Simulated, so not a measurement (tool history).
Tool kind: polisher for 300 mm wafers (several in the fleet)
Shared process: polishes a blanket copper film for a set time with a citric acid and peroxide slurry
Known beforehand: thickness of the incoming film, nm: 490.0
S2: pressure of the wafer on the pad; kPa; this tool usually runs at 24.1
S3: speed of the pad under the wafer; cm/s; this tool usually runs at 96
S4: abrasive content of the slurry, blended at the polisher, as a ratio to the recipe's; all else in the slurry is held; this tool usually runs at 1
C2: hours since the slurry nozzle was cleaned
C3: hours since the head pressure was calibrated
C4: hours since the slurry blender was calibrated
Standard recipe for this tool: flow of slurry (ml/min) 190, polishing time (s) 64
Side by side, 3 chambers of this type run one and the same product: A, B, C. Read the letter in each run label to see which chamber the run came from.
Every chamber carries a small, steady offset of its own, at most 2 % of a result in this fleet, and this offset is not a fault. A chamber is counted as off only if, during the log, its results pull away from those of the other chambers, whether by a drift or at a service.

{"day": 0.429, "done": "chamber B: worn pad replaced by a new one"}
{"day": 0.517, "done": "chamber B: head pressure recalibrated"}
{"day": 0.567, "done": "chamber C: worn pad replaced by a new one"}
{"run": "1A", "day": 0.617, "flow of slurry (ml/min)": 190, "S2": 24.1, "S3": 96, "S4": 1, "polishing time (s)": 64, "wafers polished on this pad": 504, "C2": 89.7, "C3": 161.6, "C4": 143, "film removed (angstrom)": 1509.7}
{"run": "2B", "day": 0.904, "flow of slurry (ml/min)": 190, "S2": 24.1, "S3": 96, "S4": 1, "polishing time (s)": 64, "wafers polished on this pad": 106, "C2": 202.7, "C3": 9.4, "C4": 338.5, "film removed (angstrom)": 1471.8}
{"run": "3C", "day": 1.442, "flow of slurry (ml/min)": 190, "S2": 24.1, "S3": 96, "S4": 1, "polishing time (s)": 64, "wafers polished on this pad": 194, "C2": 218, "C3": 916.2, "C4": 224.4, "film removed (angstrom)": 1546.2}
{"day": 1.579, "done": "chamber A: worn pad replaced by a new one"}
{"run": "4C", "day": 2.054, "flow of slurry (ml/min)": 190, "S2": 24.1, "S3": 96, "S4": 1, "polishing time (s)": 64, "wafers polished on this pad": 330, "C2": 232.7, "C3": 930.9, "C4": 239.1, "film removed (angstrom)": 1525.6}
{"run": "5B", "day": 2.408, "flow of slurry (ml/min)": 190, "S2": 24.1, "S3": 96, "S4": 1, "polishing time (s)": 64, "wafers polished on this pad": 440, "C2": 238.8, "C3": 45.5, "C4": 374.6, "film removed (angstrom)": 1499.7}
{"day": 2.658, "done": "chamber C: head pressure recalibrated"}
{"run": "6A", "day": 2.917, "flow of slurry (ml/min)": 190, "S2": 24.1, "S3": 96, "S4": 1, "polishing time (s)": 64, "wafers polished on this pad": 297, "C2": 144.9, "C3": 216.8, "C4": 198.2, "film removed (angstrom)": 1536.4}
{"run": "7C", "day": 3.479, "flow of slurry (ml/min)": 190, "S2": 24.1, "S3": 96, "S4": 1, "polishing time (s)": 64, "wafers polished on this pad": 647, "C2": 266.9, "C3": 19.7, "C4": 273.3, "film removed (angstrom)": 1535.5}
{"run": "8B", "day": 3.833, "flow of slurry (ml/min)": 190, "S2": 24.1, "S3": 96, "S4": 1, "polishing time (s)": 64, "wafers polished on this pad": 756, "C2": 273, "C3": 79.7, "C4": 408.8, "film removed (angstrom)": 1478}
{"day": 4.104, "done": "chamber A: slurry blender recalibrated"}
{"run": "9A", "day": 4.308, "flow of slurry (ml/min)": 190, "S2": 24.1, "S3": 96, "S4": 1, "polishing time (s)": 64, "wafers polished on this pad": 606, "C2": 178.3, "C3": 250.2, "C4": 4.9, "film removed (angstrom)": 1567.5}
{"run": "10B", "day": 4.825, "flow of slurry (ml/min)": 190, "S2": 24.1, "S3": 96, "S4": 1, "polishing time (s)": 64, "wafers polished on this pad": 976, "C2": 296.8, "C3": 103.5, "C4": 432.6, "film removed (angstrom)": 1501.5}
{"day": 4.854, "done": "chamber B: slurry nozzle cleaned"}
{"day": 5.092, "done": "chamber A: worn pad replaced by a new one"}
{"day": 5.229, "done": "chamber C: worn pad replaced by a new one"}
{"run": "11C", "day": 5.258, "flow of slurry (ml/min)": 190, "S2": 24.1, "S3": 96, "S4": 1, "polishing time (s)": 64, "wafers polished on this pad": 6, "C2": 309.6, "C3": 62.4, "C4": 316, "film removed (angstrom)": 1509.5}
{"run": "12A", "day": 5.617, "flow of slurry (ml/min)": 190, "S2": 24.1, "S3": 96, "S4": 1, "polishing time (s)": 64, "wafers polished on this pad": 116, "C2": 209.7, "C3": 281.6, "C4": 36.3, "film removed (angstrom)": 1565.8}
{"day": 5.738, "done": "chamber B: worn pad replaced by a new one"}
{"run": "13C", "day": 5.908, "flow of slurry (ml/min)": 190, "S2": 24.1, "S3": 96, "S4": 1, "polishing time (s)": 64, "wafers polished on this pad": 151, "C2": 325.2, "C3": 78, "C4": 331.6, "film removed (angstrom)": 1526.4}
{"run": "14A", "day": 6.283, "flow of slurry (ml/min)": 190, "S2": 24.1, "S3": 96, "S4": 1, "polishing time (s)": 64, "wafers polished on this pad": 264, "C2": 225.7, "C3": 297.6, "C4": 52.3, "film removed (angstrom)": 1595.6}
{"run": "15B", "day": 6.862, "flow of slurry (ml/min)": 190, "S2": 24.1, "S3": 96, "S4": 1, "polishing time (s)": 75, "wafers polished on this pad": 249, "C2": 48.2, "C3": 152.4, "C4": 481.5, "film removed (angstrom)": 1742.1}
{"run": "16A", "day": 7.262, "flow of slurry (ml/min)": 190, "S2": 24.1, "S3": 96, "S4": 1, "polishing time (s)": 75, "wafers polished on this pad": 482, "C2": 249.2, "C3": 321.1, "C4": 75.8, "film removed (angstrom)": 1852.2}
{"day": 7.504, "done": "chamber A: slurry nozzle cleaned"}
{"run": "17C", "day": 7.588, "flow of slurry (ml/min)": 190, "S2": 24.1, "S3": 96, "S4": 1, "polishing time (s)": 75, "wafers polished on this pad": 524, "C2": 365.5, "C3": 118.3, "C4": 371.9, "film removed (angstrom)": 1792.6}
{"day": 7.654, "done": "chamber C: slurry blender recalibrated"}
{"run": "18B", "day": 8.038, "flow of slurry (ml/min)": 190, "S2": 24.1, "S3": 96, "S4": 1, "polishing time (s)": 64, "wafers polished on this pad": 510, "C2": 76.4, "C3": 180.6, "C4": 509.7, "film removed (angstrom)": 1470.5}
{"day": 8.508, "done": "chamber A: worn pad replaced by a new one"}
{"run": "19C", "day": 8.588, "flow of slurry (ml/min)": 190, "S2": 24.1, "S3": 64, "S4": 1, "polishing time (s)": 64, "wafers polished on this pad": 746, "C2": 389.5, "C3": 142.3, "C4": 22.5, "film removed (angstrom)": 1023.5}
{"day": 8.638, "done": "chamber B: slurry blender recalibrated"}
{"run": "20A", "day": 8.942, "flow of slurry (ml/min)": 190, "S2": 24.1, "S3": 64, "S4": 1, "polishing time (s)": 64, "wafers polished on this pad": 96, "C2": 34.5, "C3": 361.4, "C4": 116.1, "film removed (angstrom)": 1104.6}
{"run": "21B", "day": 9.496, "flow of slurry (ml/min)": 190, "S2": 24.1, "S3": 64, "S4": 1, "polishing time (s)": 64, "wafers polished on this pad": 834, "C2": 111.4, "C3": 215.6, "C4": 20.6, "film removed (angstrom)": 1014.1}
{"day": 9.796, "done": "chamber C: worn pad replaced by a new one"}
{"day": 9.996, "done": "chamber B: worn pad replaced by a new one"}
{"run": "22B", "day": 10.083, "flow of slurry (ml/min)": 190, "S2": 24.1, "S3": 96, "S4": 1, "polishing time (s)": 64, "wafers polished on this pad": 20, "C2": 125.5, "C3": 229.7, "C4": 34.7, "film removed (angstrom)": 1492.1}
{"run": "23C", "day": 10.617, "flow of slurry (ml/min)": 190, "S2": 24.1, "S3": 96, "S4": 1, "polishing time (s)": 64, "wafers polished on this pad": 183, "C2": 438.2, "C3": 191, "C4": 71.2, "film removed (angstrom)": 1518.7}
{"run": "24A", "day": 11.229, "flow of slurry (ml/min)": 190, "S2": 24.1, "S3": 96, "S4": 1, "polishing time (s)": 64, "wafers polished on this pad": 604, "C2": 89.4, "C3": 416.3, "C4": 171, "film removed (angstrom)": 1630.4}
{"day": 11.512, "done": "chamber A: worn pad replaced by a new one"}
{"run": "25A", "day": 11.579, "flow of slurry (ml/min)": 190, "S2": 24.1, "S3": 96, "S4": 1, "polishing time (s)": 64, "wafers polished on this pad": 14, "C2": 97.8, "C3": 424.7, "C4": 179.4, "film removed (angstrom)": 1636.5}
{"run": "26C", "day": 12.1, "flow of slurry (ml/min)": 190, "S2": 17.2, "S3": 96, "S4": 1, "polishing time (s)": 64, "wafers polished on this pad": 512, "C2": 473.8, "C3": 226.6, "C4": 106.8, "film removed (angstrom)": 1097.7}
{"run": "27B", "day": 12.638, "flow of slurry (ml/min)": 190, "S2": 17.2, "S3": 96, "S4": 1, "polishing time (s)": 64, "wafers polished on this pad": 587, "C2": 186.8, "C3": 291, "C4": 96, "film removed (angstrom)": 1054.7}
{"run": "28A", "day": 13.1, "flow of slurry (ml/min)": 190, "S2": 17.2, "S3": 96, "S4": 1, "polishing time (s)": 64, "wafers polished on this pad": 352, "C2": 134.3, "C3": 461.2, "C4": 215.9, "film removed (angstrom)": 1210.5}
{"run": "29B", "day": 13.612, "flow of slurry (ml/min)": 220, "S2": 31, "S3": 96, "S4": 1, "polishing time (s)": 64, "wafers polished on this pad": 803, "C2": 210.2, "C3": 314.4, "C4": 119.4, "film removed (angstrom)": 1956.1}
{"day": 13.95, "done": "chamber A: slurry blender recalibrated"}
{"day": 14.071, "done": "chamber C: worn pad replaced by a new one"}
{"day": 14.138, "done": "chamber B: worn pad replaced by a new one"}
{"run": "30C", "day": 14.138, "flow of slurry (ml/min)": 220, "S2": 31, "S3": 96, "S4": 1, "polishing time (s)": 64, "wafers polished on this pad": 15, "C2": 522.7, "C3": 275.5, "C4": 155.7, "film removed (angstrom)": 2016.7}
{"run": "31C", "day": 14.538, "flow of slurry (ml/min)": 220, "S2": 31, "S3": 96, "S4": 1, "polishing time (s)": 64, "wafers polished on this pad": 104, "C2": 532.3, "C3": 285.1, "C4": 165.3, "film removed (angstrom)": 2011.1}
{"day": 14.671, "done": "chamber A: worn pad replaced by a new one"}
{"run": "32A", "day": 14.996, "flow of slurry (ml/min)": 190, "S2": 24.1, "S3": 96, "S4": 1, "polishing time (s)": 64, "wafers polished on this pad": 72, "C2": 179.8, "C3": 506.7, "C4": 25.1, "film removed (angstrom)": 1681}
{"run": "33B", "day": 15.412, "flow of slurry (ml/min)": 190, "S2": 24.1, "S3": 96, "S4": 1, "polishing time (s)": 64, "wafers polished on this pad": 283, "C2": 253.4, "C3": 357.6, "C4": 162.6, "film removed (angstrom)": 1509.8}
{"run": "34C", "day": 15.875, "flow of slurry (ml/min)": 190, "S2": 24.1, "S3": 96, "S4": 1, "polishing time (s)": 64, "wafers polished on this pad": 401, "C2": 564.4, "C3": 317.2, "C4": 197.4, "film removed (angstrom)": 1521.3}

One chamber off, gauge drift, or nothing amiss beyond the chambers' own small offsets? If it is a chamber, which one, and what is the likeliest cause?

Little by little, chamber A moves away from the other chambers.
Likeliest cause: head's pressure above its setpoint, % = 12.2.

Below are 4 candidate recipes for chamber A's next run, each the usual settings with a change, their results shown as question marks. Which of them brings A's results back in line with what the other chambers give on the usual settings?
To be in line, a result may differ from the other chambers' mean on the usual settings by at most: film removed (angstrom) 41
{"run": "35A-1", "day": 16.317, "flow of slurry (ml/min)": 190, "S2": 24.1, "S3": 102, "S4": 1, "polishing time (s)": 68, "film removed (angstrom)": "?"}
{"run": "35A-2", "day": 16.317, "flow of slurry (ml/min)": 190, "S2": 23.4, "S3": 92, "S4": 1, "polishing time (s)": 61, "film removed (angstrom)": "?"}
{"run": "35A-3", "day": 16.317, "flow of slurry (ml/min)": 190, "S2": 23.4, "S3": 94, "S4": 1, "polishing time (s)": 63, "film removed (angstrom)": "?"}
{"run": "35A-4", "day": 16.317, "flow of slurry (ml/min)": 190, "S2": 24.1, "S3": 102, "S4": 1, "polishing time (s)": 64, "film removed (angstrom)": "?"}

The mean the other chambers reach with the usual settings: film removed (angstrom) 1503.7
run=35A-1 film_removed_(angstrom)=1927.2
run=35A-2 film_removed_(angstrom)=1521.3
run=35A-3 film_removed_(angstrom)=1604.1
run=35A-4 film_removed_(angstrom)=1813.9
Change 35A-2 lands the chamber within the allowed miss of the other chambers.
